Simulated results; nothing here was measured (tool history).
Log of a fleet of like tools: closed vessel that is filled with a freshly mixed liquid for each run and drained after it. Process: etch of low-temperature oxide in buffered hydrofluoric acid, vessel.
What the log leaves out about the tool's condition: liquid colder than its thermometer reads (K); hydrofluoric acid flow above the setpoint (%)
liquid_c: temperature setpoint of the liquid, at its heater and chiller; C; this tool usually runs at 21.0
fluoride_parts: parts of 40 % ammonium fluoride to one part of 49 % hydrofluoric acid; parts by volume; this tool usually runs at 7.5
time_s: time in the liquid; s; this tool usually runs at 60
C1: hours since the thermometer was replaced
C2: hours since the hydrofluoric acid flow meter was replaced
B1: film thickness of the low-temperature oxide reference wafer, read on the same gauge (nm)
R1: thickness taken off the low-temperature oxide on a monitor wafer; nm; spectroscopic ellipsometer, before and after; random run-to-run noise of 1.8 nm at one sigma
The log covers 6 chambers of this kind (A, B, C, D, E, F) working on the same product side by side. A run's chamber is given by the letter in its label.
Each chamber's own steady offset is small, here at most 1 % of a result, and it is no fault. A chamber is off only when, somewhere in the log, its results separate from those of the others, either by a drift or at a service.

{"run": "1D", "hour": 2.7, "liquid_c": 21.0, "fluoride_parts": 7.5, "time_s": 60, "C1": 1360.5, "C2": 320.9, "B1": 49.973, "R1": 239.68}
{"run": "2A", "hour": 5.4, "liquid_c": 21.0, "fluoride_parts": 7.5, "time_s": 60, "C1": 378.0, "C2": 325.1, "B1": 49.998, "R1": 238.65}
{"run": "3C", "hour": 9.2, "liquid_c": 21.0, "fluoride_parts": 7.5, "time_s": 60, "C1": 679.8, "C2": 83.8, "B1": 50.014, "R1": 234.85}
{"run": "4F", "hour": 14.4, "liquid_c": 21.0, "fluoride_parts": 7.5, "time_s": 60, "C1": 394.5, "C2": 2120.6, "B1": 49.984, "R1": 239.86}
{"run": "5B", "hour": 19.7, "liquid_c": 21.0, "fluoride_parts": 7.5, "time_s": 60, "C1": 524.1, "C2": 612.9, "B1": 50.039, "R1": 237.2}
{"run": "6E", "hour": 23.8, "liquid_c": 21.0, "fluoride_parts": 7.5, "time_s": 60, "C1": 373.9, "C2": 501.2, "B1": 49.998, "R1": 240.2}
{"run": "7B", "hour": 27.8, "liquid_c": 21.0, "fluoride_parts": 7.5, "time_s": 60, "C1": 532.2, "C2": 621.0, "B1": 50.004, "R1": 235.13}
{"run": "8E", "hour": 32.7, "liquid_c": 21.0, "fluoride_parts": 7.5, "time_s": 60, "C1": 382.8, "C2": 510.1, "B1": 50.053, "R1": 235.35}
{"run": "9F", "hour": 37.4, "liquid_c": 21.0, "fluoride_parts": 7.5, "time_s": 60, "C1": 417.5, "C2": 2143.6, "B1": 49.986, "R1": 240.25}
{"run": "10A", "hour": 42.2, "liquid_c": 21.0, "fluoride_parts": 7.5, "time_s": 60, "C1": 414.8, "C2": 361.9, "B1": 50.006, "R1": 237.15}
{"run": "11C", "hour": 47.3, "liquid_c": 21.0, "fluoride_parts": 7.5, "time_s": 60, "C1": 717.9, "C2": 121.9, "B1": 50.052, "R1": 239.65}
{"run": "12D", "hour": 50.2, "liquid_c": 21.0, "fluoride_parts": 7.5, "time_s": 60, "C1": 1408.0, "C2": 368.4, "B1": 49.966, "R1": 238.05}
{"run": "13D", "hour": 54.9, "liquid_c": 21.0, "fluoride_parts": 7.5, "time_s": 60, "C1": 1412.7, "C2": 373.1, "B1": 49.964, "R1": 241.05}
{"run": "14B", "hour": 58.2, "liquid_c": 21.0, "fluoride_parts": 7.5, "time_s": 60, "C1": 562.6, "C2": 651.4, "B1": 50.002, "R1": 236.02}
{"run": "15F", "hour": 60.6, "liquid_c": 21.0, "fluoride_parts": 7.5, "time_s": 60, "C1": 440.7, "C2": 2166.8, "B1": 50.0, "R1": 237.43}
{"run": "16E", "hour": 63.0, "liquid_c": 21.0, "fluoride_parts": 7.5, "time_s": 60, "C1": 413.1, "C2": 540.4, "B1": 50.022, "R1": 236.27}
{"run": "17C", "hour": 65.3, "liquid_c": 21.0, "fluoride_parts": 7.5, "time_s": 60, "C1": 735.9, "C2": 139.9, "B1": 49.967, "R1": 237.63}
{"run": "18A", "hour": 67.7, "liquid_c": 21.0, "fluoride_parts": 6.5, "time_s": 60, "C1": 440.3, "C2": 387.4, "B1": 49.927, "R1": 274.03}
{"run": "19E", "hour": 71.6, "liquid_c": 21.0, "fluoride_parts": 6.5, "time_s": 60, "C1": 421.7, "C2": 549.0, "B1": 50.016, "R1": 271.25}
{"run": "20D", "hour": 74.8, "liquid_c": 21.0, "fluoride_parts": 6.5, "time_s": 60, "C1": 1432.6, "C2": 393.0, "B1": 49.963, "R1": 276.29}
{"run": "21B", "hour": 77.8, "liquid_c": 21.0, "fluoride_parts": 6.5, "time_s": 60, "C1": 582.2, "C2": 671.0, "B1": 50.008, "R1": 272.85}
{"run": "22A", "hour": 81.2, "liquid_c": 21.0, "fluoride_parts": 6.5, "time_s": 60, "C1": 453.8, "C2": 400.9, "B1": 50.031, "R1": 275.5}
{"run": "23F", "hour": 85.9, "liquid_c": 21.0, "fluoride_parts": 6.5, "time_s": 60, "C1": 466.0, "C2": 2192.1, "B1": 50.001, "R1": 273.29}
{"run": "24C", "hour": 88.2, "liquid_c": 21.0, "fluoride_parts": 7.5, "time_s": 60, "C1": 758.8, "C2": 162.8, "B1": 50.004, "R1": 234.87}
{"hour": 88.5, "done": "chamber F: hydrofluoric acid flow meter replaced"}
{"run": "25C", "hour": 92.5, "liquid_c": 21.0, "fluoride_parts": 7.5, "time_s": 60, "C1": 763.1, "C2": 167.1, "B1": 50.023, "R1": 236.54}
{"run": "26D", "hour": 95.2, "liquid_c": 17.0, "fluoride_parts": 7.5, "time_s": 85, "C1": 1453.0, "C2": 413.4, "B1": 50.04, "R1": 270.76}
{"run": "27F", "hour": 97.7, "liquid_c": 17.0, "fluoride_parts": 7.5, "time_s": 85, "C1": 477.8, "C2": 9.3, "B1": 49.985, "R1": 269.25}
{"run": "28E", "hour": 102.6, "liquid_c": 17.0, "fluoride_parts": 7.5, "time_s": 85, "C1": 452.7, "C2": 580.0, "B1": 49.995, "R1": 262.52}
{"run": "29A", "hour": 107.3, "liquid_c": 17.0, "fluoride_parts": 7.5, "time_s": 85, "C1": 479.9, "C2": 427.0, "B1": 49.989, "R1": 268.35}
{"run": "30B", "hour": 112.0, "liquid_c": 17.0, "fluoride_parts": 7.5, "time_s": 85, "C1": 616.4, "C2": 705.2, "B1": 49.993, "R1": 266.07}
{"run": "31F", "hour": 114.3, "liquid_c": 17.0, "fluoride_parts": 7.5, "time_s": 85, "C1": 494.4, "C2": 25.9, "B1": 49.961, "R1": 270.66}
{"run": "32C", "hour": 119.6, "liquid_c": 21.0, "fluoride_parts": 7.5, "time_s": 60, "C1": 790.2, "C2": 194.2, "B1": 49.957, "R1": 238.34}
{"run": "33B", "hour": 122.1, "liquid_c": 21.0, "fluoride_parts": 7.5, "time_s": 60, "C1": 626.5, "C2": 715.3, "B1": 49.96, "R1": 231.85}
{"run": "34E", "hour": 126.1, "liquid_c": 21.0, "fluoride_parts": 7.5, "time_s": 60, "C1": 476.2, "C2": 603.5, "B1": 50.005, "R1": 223.67}
{"run": "35A", "hour": 129.9, "liquid_c": 21.0, "fluoride_parts": 7.5, "time_s": 60, "C1": 502.5, "C2": 449.6, "B1": 50.036, "R1": 237.49}
{"run": "36D", "hour": 134.5, "liquid_c": 21.0, "fluoride_parts": 7.5, "time_s": 60, "C1": 1492.3, "C2": 452.7, "B1": 50.018, "R1": 241.4}
{"run": "37C", "hour": 138.9, "liquid_c": 21.0, "fluoride_parts": 7.5, "time_s": 60, "C1": 809.5, "C2": 213.5, "B1": 49.965, "R1": 240.84}
{"run": "38D", "hour": 142.6, "liquid_c": 21.0, "fluoride_parts": 7.5, "time_s": 60, "C1": 1500.4, "C2": 460.8, "B1": 49.984, "R1": 239.33}
{"run": "39B", "hour": 145.8, "liquid_c": 17.5, "fluoride_parts": 7.5, "time_s": 60, "C1": 650.2, "C2": 739.0, "B1": 49.989, "R1": 191.04}
{"run": "40A", "hour": 149.0, "liquid_c": 17.5, "fluoride_parts": 7.5, "time_s": 60, "C1": 521.6, "C2": 468.7, "B1": 50.051, "R1": 194.28}
{"run": "41F", "hour": 154.2, "liquid_c": 17.5, "fluoride_parts": 7.5, "time_s": 60, "C1": 534.3, "C2": 65.8, "B1": 50.018, "R1": 197.01}
{"run": "42E", "hour": 157.4, "liquid_c": 17.5, "fluoride_parts": 7.5, "time_s": 60, "C1": 507.5, "C2": 634.8, "B1": 50.019, "R1": 181.64}

Is one chamber out of step, is the gauge drifting, or do the chambers differ by no more than their own small offsets? For an off chamber, give its letter and the likeliest cause.

Little by little, chamber E moves away from the other chambers.
What lies behind it: liquid colder than its thermometer reads (K) = 1.48.
It could be hard to tell apart here from: hydrofluoric acid flow below the setpoint (%).

Which of the 4 candidates below, each the usual settings with something changed and its results left as question marks, puts chamber E back in line with what the other chambers give on the usual settings?
Allowed miss from the other chambers' usual-settings mean, per result, to count as in line: R1 6.30 nm
{"run": "43E-1", "hour": 161.2, "liquid_c": 18.5, "fluoride_parts": 7.5, "time_s": 60, "R1": "?"}
{"run": "43E-2", "hour": 161.2, "liquid_c": 19.5, "fluoride_parts": 7.5, "time_s": 60, "R1": "?"}
{"run": "43E-3", "hour": 161.2, "liquid_c": 21.0, "fluoride_parts": 7.0, "time_s": 65, "R1": "?"}
{"run": "43E-4", "hour": 161.2, "liquid_c": 21.0, "fluoride_parts": 7.5, "time_s": 65, "R1": "?"}

Mean of the other chambers on the usual settings: R1 237.90 nm
run=43E-1 R1=190.83
run=43E-2 R1=201.88
run=43E-3 R1=256.30
run=43E-4 R1=238.01
Change 43E-4 lands the chamber within the allowed miss of the other chambers.

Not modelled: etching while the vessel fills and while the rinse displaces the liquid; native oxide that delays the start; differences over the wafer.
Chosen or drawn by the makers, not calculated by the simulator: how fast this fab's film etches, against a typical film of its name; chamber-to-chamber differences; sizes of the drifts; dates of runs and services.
